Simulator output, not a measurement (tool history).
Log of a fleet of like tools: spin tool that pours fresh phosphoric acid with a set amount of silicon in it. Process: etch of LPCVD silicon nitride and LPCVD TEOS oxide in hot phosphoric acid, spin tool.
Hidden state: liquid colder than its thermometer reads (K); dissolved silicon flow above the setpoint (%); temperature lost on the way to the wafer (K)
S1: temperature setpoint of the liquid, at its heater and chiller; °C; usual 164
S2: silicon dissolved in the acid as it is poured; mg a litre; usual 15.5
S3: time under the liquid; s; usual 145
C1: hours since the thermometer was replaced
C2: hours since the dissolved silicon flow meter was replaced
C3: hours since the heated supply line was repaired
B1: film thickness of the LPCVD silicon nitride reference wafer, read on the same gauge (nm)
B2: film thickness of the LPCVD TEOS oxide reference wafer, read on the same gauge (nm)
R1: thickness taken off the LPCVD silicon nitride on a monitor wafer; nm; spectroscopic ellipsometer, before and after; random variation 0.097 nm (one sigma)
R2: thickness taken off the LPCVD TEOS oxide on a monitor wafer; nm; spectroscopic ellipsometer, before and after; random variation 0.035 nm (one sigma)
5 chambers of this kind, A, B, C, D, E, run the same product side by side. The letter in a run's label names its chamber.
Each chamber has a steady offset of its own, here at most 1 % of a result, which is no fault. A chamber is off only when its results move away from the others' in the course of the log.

| run | hour | S1 | S2 | S3 | C1 | C2 | C3 | B1 | B2 | R1 | R2 |
|---|---|---|---|---|---|---|---|---|---|---|---|
| 1E | 11.9 | 164 | 15.5 | 145 | 1117.2 | 97.6 | 2003.6 | 100.06 | 49.957 | 14.663 | 0.41964 |
| 2C | 26.7 | 164 | 15.5 | 145 | 1289.2 | 909.8 | 1689.4 | 99.984 | 50.014 | 14.726 | 0.3607 |
| 3B | 34.2 | 164 | 15.5 | 145 | 705.5 | 60.2 | 317.6 | 99.967 | 49.942 | 14.631 | 0.36129 |
| 4A | 49.8 | 164 | 15.5 | 145 | 772.6 | 304.3 | 633 | 100.02 | 49.994 | 14.447 | 0.30619 |
| 5D | 58.6 | 164 | 4 | 225 | 989.6 | 1388.9 | 150.8 | 99.965 | 50.026 | 22.502 | 0.7641 |
| 6A | 71.8 | 164 | 4 | 225 | 794.6 | 326.3 | 655 | 100.04 | 50.014 | 22.278 | 0.69827 |
| 7D | 79.5 | 164 | 4 | 225 | 1010.5 | 1409.8 | 171.7 | 100 | 50.025 | 22.347 | 0.74509 |
| 8E | 88 | 164 | 4 | 225 | 1193.3 | 173.7 | 2079.7 | 100.01 | 50.03 | 22.739 | 0.80017 |
| 9B | 97.1 | 164 | 4 | 225 | 768.4 | 123.1 | 380.5 | 100.01 | 49.993 | 22.714 | 0.74468 |
| 10C | 111.2 | 164 | 15.5 | 145 | 1373.7 | 994.3 | 1773.9 | 99.994 | 49.993 | 14.806 | 0.38517 |
|  | 112.6 | chamber C: thermometer replaced |
| 11E | 120 | 164 | 15.5 | 145 | 1225.3 | 205.7 | 2111.7 | 100.01 | 50.012 | 14.651 | 0.36908 |
| 12D | 128.5 | 164 | 15.5 | 145 | 1059.5 | 1458.8 | 220.7 | 99.984 | 49.973 | 14.511 | 0.40477 |
| 13B | 139.1 | 164 | 15.5 | 145 | 810.4 | 165.1 | 422.5 | 100.02 | 49.976 | 14.668 | 0.38787 |
| 14C | 147.7 | 164 | 15.5 | 145 | 35.1 | 1030.8 | 1810.4 | 99.999 | 50.01 | 14.612 | 0.37181 |
| 15A | 162.5 | 164 | 15.5 | 145 | 885.3 | 417 | 745.7 | 100.03 | 49.96 | 14.454 | 0.3549 |
|  | 173.4 | chamber B: thermometer replaced |
| 16D | 175.2 | 163 | 15.5 | 145 | 1106.2 | 1505.5 | 267.4 | 100.05 | 49.983 | 13.97 | 0.29726 |
| 17A | 187.4 | 163 | 15.5 | 145 | 910.2 | 441.9 | 770.6 | 99.977 | 49.993 | 14.026 | 0.36615 |
| 18C | 195.6 | 163 | 15.5 | 145 | 83 | 1078.7 | 1858.3 | 99.994 | 49.965 | 14.188 | 0.34578 |
| 19B | 211.2 | 163 | 15.5 | 145 | 37.8 | 237.2 | 494.6 | 100.01 | 50.004 | 14.243 | 0.30793 |
|  | 211.7 | chamber D: dissolved silicon flow meter replaced |
| 20E | 223.2 | 163 | 15.5 | 145 | 1328.5 | 308.9 | 2214.9 | 99.985 | 50.007 | 14.023 | 0.37057 |
| 21C | 230.1 | 164 | 15.5 | 145 | 117.5 | 1113.2 | 1892.8 | 99.991 | 50.023 | 14.555 | 0.35322 |
| 22A | 245.2 | 164 | 15.5 | 145 | 968 | 499.7 | 828.4 | 100.01 | 50.002 | 14.381 | 0.3905 |
| 23D | 259.2 | 164 | 15.5 | 145 | 1190.2 | 47.5 | 351.4 | 99.96 | 49.983 | 14.564 | 0.3568 |
| 24E | 266 | 164 | 15.5 | 85 | 1371.3 | 351.7 | 2257.7 | 99.99 | 49.986 | 8.599 | 0.23336 |
| 25B | 280.2 | 164 | 15.5 | 85 | 106.8 | 306.2 | 563.6 | 100 | 49.987 | 8.6174 | 0.22933 |
| 26E | 294.1 | 164 | 15.5 | 85 | 1399.4 | 379.8 | 2285.8 | 100.02 | 50.006 | 8.574 | 0.20488 |
| 27B | 310 | 164 | 15.5 | 85 | 136.6 | 336 | 593.4 | 100.02 | 50.003 | 8.5972 | 0.20189 |
| 28C | 316.9 | 164 | 15.5 | 85 | 204.3 | 1200 | 1979.6 | 100.01 | 50.02 | 8.5559 | 0.21655 |
| 29D | 332.3 | 164 | 15.5 | 145 | 1263.3 | 120.6 | 424.5 | 100.02 | 50.018 | 14.441 | 0.43259 |
| 30A | 347.5 | 164 | 19.5 | 95 | 1070.3 | 602 | 930.7 | 99.947 | 50.008 | 9.4608 | 0.22523 |
|  | 349.2 | chamber A: dissolved silicon flow meter replaced |
| 31A | 360 | 164 | 19.5 | 95 | 1082.8 | 10.9 | 943.2 | 99.979 | 49.98 | 9.3697 | 0.2095 |
| 32B | 370.7 | 164 | 19.5 | 95 | 197.3 | 396.7 | 654.1 | 99.968 | 49.971 | 9.5651 | 0.22461 |
| 33D | 382.7 | 164 | 19.5 | 95 | 1313.7 | 171 | 474.9 | 100 | 50 | 9.5449 | 0.21922 |
| 34E | 394.3 | 164 | 19.5 | 95 | 1499.6 | 480 | 2386 | 99.993 | 50.018 | 9.65 | 0.21003 |
| 35C | 406.7 | 164 | 15.5 | 190 | 294.1 | 1289.8 | 2069.4 | 99.973 | 49.983 | 19.295 | 0.55588 |
| 36A | 416.7 | 164 | 15.5 | 190 | 1139.5 | 67.6 | 999.9 | 100.02 | 50.002 | 18.967 | 0.53844 |
| 37D | 427.4 | 164 | 15.5 | 190 | 1358.4 | 215.7 | 519.6 | 100.02 | 50.017 | 18.981 | 0.53247 |

What goes on in this fleet: one chamber off, a drifting gauge, or nothing beyond the chambers' own small offsets? Name the chamber and the cause, if any.

No chamber stands off beyond its own small offset, and the gauge holds steady.
